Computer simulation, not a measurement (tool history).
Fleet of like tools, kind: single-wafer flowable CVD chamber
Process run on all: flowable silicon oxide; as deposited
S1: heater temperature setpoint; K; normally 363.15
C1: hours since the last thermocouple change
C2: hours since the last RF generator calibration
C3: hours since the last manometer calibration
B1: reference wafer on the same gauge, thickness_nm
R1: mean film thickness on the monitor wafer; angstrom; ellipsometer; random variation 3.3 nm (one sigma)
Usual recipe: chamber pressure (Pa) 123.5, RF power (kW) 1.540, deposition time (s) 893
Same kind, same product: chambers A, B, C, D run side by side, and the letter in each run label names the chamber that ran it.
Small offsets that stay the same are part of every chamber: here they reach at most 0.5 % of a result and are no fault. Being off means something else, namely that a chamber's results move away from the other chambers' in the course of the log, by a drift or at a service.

{"run": "1A", "hour": 10.7, "S1": 363.15, "chamber pressure (Pa)": 123.5, "RF power (kW)": 1.54, "deposition time (s)": 893, "C1": 2404.7, "C2": 704.6, "C3": 39.6, "B1": 887.56, "R1": 8503.4}
{"run": "2B", "hour": 22.3, "S1": 363.15, "chamber pressure (Pa)": 123.5, "RF power (kW)": 1.54, "deposition time (s)": 893, "C1": 1316.9, "C2": 451.1, "C3": 1016.6, "B1": 887.85, "R1": 8494.6}
{"run": "3D", "hour": 35.5, "S1": 363.15, "chamber pressure (Pa)": 123.5, "RF power (kW)": 1.54, "deposition time (s)": 893, "C1": 2100.2, "C2": 2539.3, "C3": 3180.1, "B1": 887.17, "R1": 8500.1}
{"run": "4C", "hour": 44.6, "S1": 363.15, "chamber pressure (Pa)": 123.5, "RF power (kW)": 1.54, "deposition time (s)": 893, "C1": 510.0, "C2": 68.1, "C3": 1118.0, "B1": 887.84, "R1": 8525.0}
{"run": "5D", "hour": 59.0, "S1": 363.15, "chamber pressure (Pa)": 123.5, "RF power (kW)": 1.54, "deposition time (s)": 893, "C1": 2123.7, "C2": 2562.8, "C3": 3203.6, "B1": 887.3, "R1": 8547.9}
{"run": "6A", "hour": 67.5, "S1": 363.15, "chamber pressure (Pa)": 123.5, "RF power (kW)": 1.54, "deposition time (s)": 893, "C1": 2461.5, "C2": 761.4, "C3": 96.4, "B1": 887.68, "R1": 8515.3}
{"hour": 76.1, "done": "chamber D: capacitance manometer re-zeroed and calibrated"}
{"run": "7C", "hour": 76.2, "S1": 375.15, "chamber pressure (Pa)": 123.5, "RF power (kW)": 1.54, "deposition time (s)": 1037, "C1": 541.6, "C2": 99.7, "C3": 1149.6, "B1": 888.64, "R1": 6659.9}
{"hour": 81.4, "done": "chamber A: thermocouple changed; heater temperature recalibrated"}
{"hour": 81.6, "done": "chamber B: capacitance manometer re-zeroed and calibrated"}
{"run": "8B", "hour": 82.6, "S1": 375.15, "chamber pressure (Pa)": 123.5, "RF power (kW)": 1.54, "deposition time (s)": 1037, "C1": 1377.2, "C2": 511.4, "C3": 1.1, "B1": 887.57, "R1": 6665.3}
{"run": "9D", "hour": 95.4, "S1": 375.15, "chamber pressure (Pa)": 123.5, "RF power (kW)": 1.54, "deposition time (s)": 1037, "C1": 2160.1, "C2": 2599.2, "C3": 19.3, "B1": 887.49, "R1": 6643.8}
{"run": "10A", "hour": 109.5, "S1": 375.15, "chamber pressure (Pa)": 123.5, "RF power (kW)": 1.54, "deposition time (s)": 1037, "C1": 28.2, "C2": 803.4, "C3": 138.4, "B1": 887.22, "R1": 6580.5}
{"hour": 111.1, "done": "chamber D: RF generator calibrated"}
{"run": "11C", "hour": 123.5, "S1": 363.15, "chamber pressure (Pa)": 123.5, "RF power (kW)": 1.54, "deposition time (s)": 893, "C1": 588.9, "C2": 147.0, "C3": 1196.9, "B1": 888.47, "R1": 8502.8}
{"run": "12B", "hour": 132.0, "S1": 363.15, "chamber pressure (Pa)": 123.5, "RF power (kW)": 1.54, "deposition time (s)": 893, "C1": 1426.6, "C2": 560.8, "C3": 50.5, "B1": 888.07, "R1": 8492.7}
{"run": "13C", "hour": 145.3, "S1": 363.15, "chamber pressure (Pa)": 150.4, "RF power (kW)": 1.54, "deposition time (s)": 792, "C1": 610.7, "C2": 168.8, "C3": 1218.7, "B1": 888.36, "R1": 9527.1}
{"run": "14A", "hour": 158.9, "S1": 363.15, "chamber pressure (Pa)": 150.4, "RF power (kW)": 1.54, "deposition time (s)": 792, "C1": 77.6, "C2": 852.8, "C3": 187.8, "B1": 887.32, "R1": 9466.6}
{"run": "15B", "hour": 172.9, "S1": 363.15, "chamber pressure (Pa)": 150.4, "RF power (kW)": 1.54, "deposition time (s)": 792, "C1": 1467.5, "C2": 601.7, "C3": 91.4, "B1": 887.72, "R1": 9599.6}
{"run": "16D", "hour": 180.1, "S1": 363.15, "chamber pressure (Pa)": 150.4, "RF power (kW)": 1.54, "deposition time (s)": 792, "C1": 2244.8, "C2": 69.1, "C3": 104.0, "B1": 887.74, "R1": 9493.4}
{"run": "17A", "hour": 192.2, "S1": 356.15, "chamber pressure (Pa)": 123.5, "RF power (kW)": 1.73, "deposition time (s)": 893, "C1": 110.9, "C2": 886.1, "C3": 221.1, "B1": 887.83, "R1": 10881.0}
{"run": "18D", "hour": 199.0, "S1": 356.15, "chamber pressure (Pa)": 123.5, "RF power (kW)": 1.73, "deposition time (s)": 893, "C1": 2263.7, "C2": 88.0, "C3": 122.9, "B1": 888.36, "R1": 10763.0}
{"run": "19B", "hour": 209.7, "S1": 356.15, "chamber pressure (Pa)": 123.5, "RF power (kW)": 1.73, "deposition time (s)": 893, "C1": 1504.3, "C2": 638.5, "C3": 128.2, "B1": 888.35, "R1": 10770.0}
{"run": "20C", "hour": 221.6, "S1": 356.15, "chamber pressure (Pa)": 123.5, "RF power (kW)": 1.73, "deposition time (s)": 893, "C1": 687.0, "C2": 245.1, "C3": 1295.0, "B1": 888.27, "R1": 10899.0}
{"run": "21D", "hour": 231.3, "S1": 363.15, "chamber pressure (Pa)": 123.5, "RF power (kW)": 1.54, "deposition time (s)": 893, "C1": 2296.0, "C2": 120.3, "C3": 155.2, "B1": 888.33, "R1": 8412.4}
{"run": "22C", "hour": 241.2, "S1": 363.15, "chamber pressure (Pa)": 123.5, "RF power (kW)": 1.54, "deposition time (s)": 893, "C1": 706.6, "C2": 264.7, "C3": 1314.6, "B1": 887.71, "R1": 8575.6}
{"hour": 249.3, "done": "chamber D: thermocouple changed; heater temperature recalibrated"}
{"run": "23B", "hour": 249.4, "S1": 363.15, "chamber pressure (Pa)": 123.5, "RF power (kW)": 1.54, "deposition time (s)": 893, "C1": 1544.0, "C2": 678.2, "C3": 167.9, "B1": 887.38, "R1": 8514.1}
{"run": "24A", "hour": 259.9, "S1": 363.15, "chamber pressure (Pa)": 123.5, "RF power (kW)": 1.54, "deposition time (s)": 893, "C1": 178.6, "C2": 953.8, "C3": 288.8, "B1": 887.63, "R1": 8484.5}
{"run": "25A", "hour": 271.7, "S1": 363.15, "chamber pressure (Pa)": 123.5, "RF power (kW)": 1.54, "deposition time (s)": 893, "C1": 190.4, "C2": 965.6, "C3": 300.6, "B1": 888.31, "R1": 8444.6}
{"run": "26B", "hour": 285.7, "S1": 363.15, "chamber pressure (Pa)": 123.5, "RF power (kW)": 1.54, "deposition time (s)": 893, "C1": 1580.3, "C2": 714.5, "C3": 204.2, "B1": 889.28, "R1": 8444.0}
{"run": "27C", "hour": 297.0, "S1": 354.15, "chamber pressure (Pa)": 123.5, "RF power (kW)": 1.54, "deposition time (s)": 893, "C1": 762.4, "C2": 320.5, "C3": 1370.4, "B1": 887.36, "R1": 11139.0}
{"run": "28D", "hour": 303.4, "S1": 354.15, "chamber pressure (Pa)": 123.5, "RF power (kW)": 1.54, "deposition time (s)": 893, "C1": 54.1, "C2": 192.4, "C3": 227.3, "B1": 888.18, "R1": 11051.0}
{"run": "29C", "hour": 317.9, "S1": 354.15, "chamber pressure (Pa)": 123.5, "RF power (kW)": 1.54, "deposition time (s)": 893, "C1": 783.3, "C2": 341.4, "C3": 1391.3, "B1": 888.32, "R1": 11153.0}
{"run": "30A", "hour": 326.2, "S1": 354.15, "chamber pressure (Pa)": 123.5, "RF power (kW)": 1.54, "deposition time (s)": 893, "C1": 244.9, "C2": 1020.1, "C3": 355.1, "B1": 888.57, "R1": 11130.0}
{"run": "31D", "hour": 332.6, "S1": 363.15, "chamber pressure (Pa)": 123.5, "RF power (kW)": 1.54, "deposition time (s)": 893, "C1": 83.3, "C2": 221.6, "C3": 256.5, "B1": 888.21, "R1": 8480.1}
{"run": "32B", "hour": 346.0, "S1": 363.15, "chamber pressure (Pa)": 123.5, "RF power (kW)": 1.54, "deposition time (s)": 893, "C1": 1640.6, "C2": 774.8, "C3": 264.5, "B1": 888.83, "R1": 8504.4}
{"run": "33B", "hour": 360.7, "S1": 363.15, "chamber pressure (Pa)": 123.5, "RF power (kW)": 1.54, "deposition time (s)": 893, "C1": 1655.3, "C2": 789.5, "C3": 279.2, "B1": 888.53, "R1": 8482.4}
{"run": "34A", "hour": 372.8, "S1": 363.15, "chamber pressure (Pa)": 123.5, "RF power (kW)": 1.54, "deposition time (s)": 893, "C1": 291.5, "C2": 1066.7, "C3": 401.7, "B1": 887.91, "R1": 8473.5}
{"run": "35C", "hour": 386.9, "S1": 363.15, "chamber pressure (Pa)": 123.5, "RF power (kW)": 1.54, "deposition time (s)": 893, "C1": 852.3, "C2": 410.4, "C3": 1460.3, "B1": 888.5, "R1": 8578.5}
{"run": "36D", "hour": 401.0, "S1": 363.15, "chamber pressure (Pa)": 123.5, "RF power (kW)": 1.54, "deposition time (s)": 893, "C1": 151.7, "C2": 290.0, "C3": 324.9, "B1": 888.11, "R1": 8520.2}
{"hour": 408.7, "done": "chamber C: capacitance manometer re-zeroed and calibrated"}
{"run": "37A", "hour": 415.0, "S1": 363.15, "chamber pressure (Pa)": 123.5, "RF power (kW)": 1.54, "deposition time (s)": 893, "C1": 333.7, "C2": 1108.9, "C3": 443.9, "B1": 888.02, "R1": 8498.8}
{"run": "38C", "hour": 425.6, "S1": 363.15, "chamber pressure (Pa)": 123.5, "RF power (kW)": 1.54, "deposition time (s)": 893, "C1": 891.0, "C2": 449.1, "C3": 16.9, "B1": 888.64, "R1": 8535.2}
{"run": "39D", "hour": 440.2, "S1": 363.15, "chamber pressure (Pa)": 123.5, "RF power (kW)": 1.54, "deposition time (s)": 893, "C1": 190.9, "C2": 329.2, "C3": 364.1, "B1": 888.23, "R1": 8495.6}
{"run": "40B", "hour": 448.8, "S1": 363.15, "chamber pressure (Pa)": 123.5, "RF power (kW)": 1.54, "deposition time (s)": 893, "C1": 1743.4, "C2": 877.6, "C3": 367.3, "B1": 887.9, "R1": 8437.6}
{"run": "41C", "hour": 455.4, "S1": 363.15, "chamber pressure (Pa)": 123.5, "RF power (kW)": 1.54, "deposition time (s)": 893, "C1": 920.8, "C2": 478.9, "C3": 46.7, "B1": 887.72, "R1": 8547.6}

Read the log: is a single chamber off, either drifting away or since a service, is the gauge that measures every chamber drifting, or is nothing wrong beyond small per-chamber offsets? Name any odd chamber and what most likely caused it.

No chamber is off and the gauge is stable; the differences are just each chamber's small, constant offset.

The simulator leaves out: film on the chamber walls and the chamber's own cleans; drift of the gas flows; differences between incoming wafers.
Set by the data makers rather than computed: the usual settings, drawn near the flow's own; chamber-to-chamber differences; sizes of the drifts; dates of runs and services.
